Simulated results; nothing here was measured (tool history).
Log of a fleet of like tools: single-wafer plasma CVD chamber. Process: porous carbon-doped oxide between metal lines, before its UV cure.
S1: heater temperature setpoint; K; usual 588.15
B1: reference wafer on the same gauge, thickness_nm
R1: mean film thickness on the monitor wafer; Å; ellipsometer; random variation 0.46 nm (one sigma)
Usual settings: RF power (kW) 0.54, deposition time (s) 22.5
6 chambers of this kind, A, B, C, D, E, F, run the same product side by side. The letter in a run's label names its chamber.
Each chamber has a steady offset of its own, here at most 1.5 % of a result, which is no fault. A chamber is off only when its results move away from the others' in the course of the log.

Run 1A, day 0.208: usual settings; B1 107.89. Result: R1 1193.5 Å.
Run 2E, day 0.596: usual settings; B1 108.1. Result: R1 1198.5 Å.
Run 3F, day 1.046: usual settings; B1 108.03. Result: R1 1179.7 Å.
Run 4D, day 1.262: usual settings; B1 108.07. Result: R1 1184.9 Å.
Run 5C, day 1.512: usual settings; B1 108. Result: R1 1204.5 Å.
Run 6B, day 1.833: usual settings; B1 107.98. Result: R1 1194.3 Å.
Run 7E, day 2.229: usual settings; B1 107.97. Result: R1 1197.8 Å.
Run 8A, day 2.625: usual settings; B1 107.99. Result: R1 1195.3 Å.
Run 9D, day 3.038: usual settings; B1 107.97. Result: R1 1188.1 Å.
Run 10C, day 3.392: usual settings; B1 108.06. Result: R1 1203.4 Å.
Run 11B, day 3.625: usual settings but deposition time (s) 24.5; B1 107.98. Result: R1 1297 Å.
Run 12F, day 3.979: usual settings but deposition time (s) 24.5; B1 107.94. Result: R1 1297.1 Å.
Run 13A, day 4.288: usual settings but deposition time (s) 24.5; B1 107.93. Result: R1 1293.8 Å.
At day 4.529: chamber B: RF generator calibrated.
Run 14F, day 4.596: usual settings but deposition time (s) 24.5; B1 107.95. Result: R1 1285.7 Å.
Run 15B, day 5.033: usual settings but deposition time (s) 24.5; B1 108.05. Result: R1 1293.2 Å.
Run 16E, day 5.358: usual settings but deposition time (s) 24.5; B1 107.95. Result: R1 1299.1 Å.
Run 17D, day 5.717: usual settings but RF power (kW) 0.58; B1 108.09. Result: R1 1243.6 Å.
Run 18C, day 6.1: usual settings but RF power (kW) 0.58; B1 108. Result: R1 1260.6 Å.
Run 19A, day 6.517: usual settings but RF power (kW) 0.58; B1 108.06. Result: R1 1245.3 Å.
Run 20E, day 6.988: usual settings but RF power (kW) 0.58; B1 107.93. Result: R1 1267.6 Å.
Run 21F, day 7.433: usual settings but RF power (kW) 0.58; B1 107.97. Result: R1 1226.1 Å.
Run 22C, day 7.742: usual settings but RF power (kW) 0.58; B1 108.01. Result: R1 1259 Å.
Run 23B, day 8.079: usual settings; B1 108.01. Result: R1 1190.4 Å.
Run 24D, day 8.288: usual settings but S1 574.15 K, deposition time (s) 19; B1 108.04. Result: R1 1092.4 Å.
Run 25C, day 8.7: usual settings but S1 574.15 K, deposition time (s) 19; B1 108.07. Result: R1 1102.3 Å.
Run 26E, day 9.029: usual settings but S1 574.15 K, deposition time (s) 19; B1 107.96. Result: R1 1093 Å.
Run 27B, day 9.496: usual settings but S1 574.15 K, deposition time (s) 19; B1 107.97. Result: R1 1097.3 Å.
Run 28F, day 9.704: usual settings but S1 574.15 K, deposition time (s) 19; B1 108.03. Result: R1 1074.3 Å.
Run 29A, day 9.946: usual settings but S1 574.15 K, deposition time (s) 19; B1 108.05. Result: R1 1086.1 Å.
Run 30D, day 10.408: usual settings; B1 108. Result: R1 1187 Å.
Run 31A, day 10.742: usual settings; B1 108.05. Result: R1 1185.4 Å.
Run 32E, day 11.154: usual settings; B1 108.11. Result: R1 1198.8 Å.
Run 33F, day 11.396: usual settings; B1 108.09. Result: R1 1161.8 Å.
Run 34B, day 11.767: usual settings but RF power (kW) 0.64; B1 107.99. Result: R1 1346.1 Å.
Run 35C, day 12.017: usual settings but RF power (kW) 0.64; B1 107.83. Result: R1 1345.5 Å.
Run 36D, day 12.35: usual settings but RF power (kW) 0.64; B1 107.98. Result: R1 1335.6 Å.
Run 37E, day 12.696: usual settings but RF power (kW) 0.64; B1 108.03. Result: R1 1341.6 Å.
Run 38D, day 12.925: usual settings but RF power (kW) 0.64; B1 108.05. Result: R1 1328.8 Å.
Run 39B, day 13.242: usual settings but RF power (kW) 0.64; B1 107.88. Result: R1 1332.8 Å.
Run 40C, day 13.596: usual settings; B1 107.9. Result: R1 1203.1 Å.
Run 41F, day 13.821: usual settings; B1 107.96. Result: R1 1157.9 Å.

What goes on in this fleet: one chamber off, a drifting gauge, or nothing beyond the chambers' own small offsets? Name the chamber and the cause, if any.

Chamber F drifts away from the others.
Cause: delivered RF power below the setpoint (%) = 3.77.
The log may not tell that from: wafer temperature above the value expected at the setpoint (K).

Here are 4 candidates for chamber F's next run, each the usual settings with a change, their results left as question marks. Which one brings its results back in line with what the others give on the usual settings?
In line means no further than this from the other chambers' mean on the usual settings: R1 16 Å
Run 42F-1, day 14.158: usual settings but S1 587.15 K, RF power (kW) 0.56, deposition time (s) 23.6. Result: R1 ?.
Run 42F-2, day 14.158: usual settings but S1 589.15 K, RF power (kW) 0.53, deposition time (s) 22. Result: R1 ?.
Run 42F-3, day 14.158: usual settings but deposition time (s) 23.4. Result: R1 ?.
Run 42F-4, day 14.158: usual settings but S1 603.15 K. Result: R1 ?.

The other chambers' mean on the usual settings: R1 1194.9 Å
  run      R1
42F-1  1243.5
42F-2  1107.4
42F-3  1196.7
42F-4  1069.1
42F-3 brings the chamber back in line.
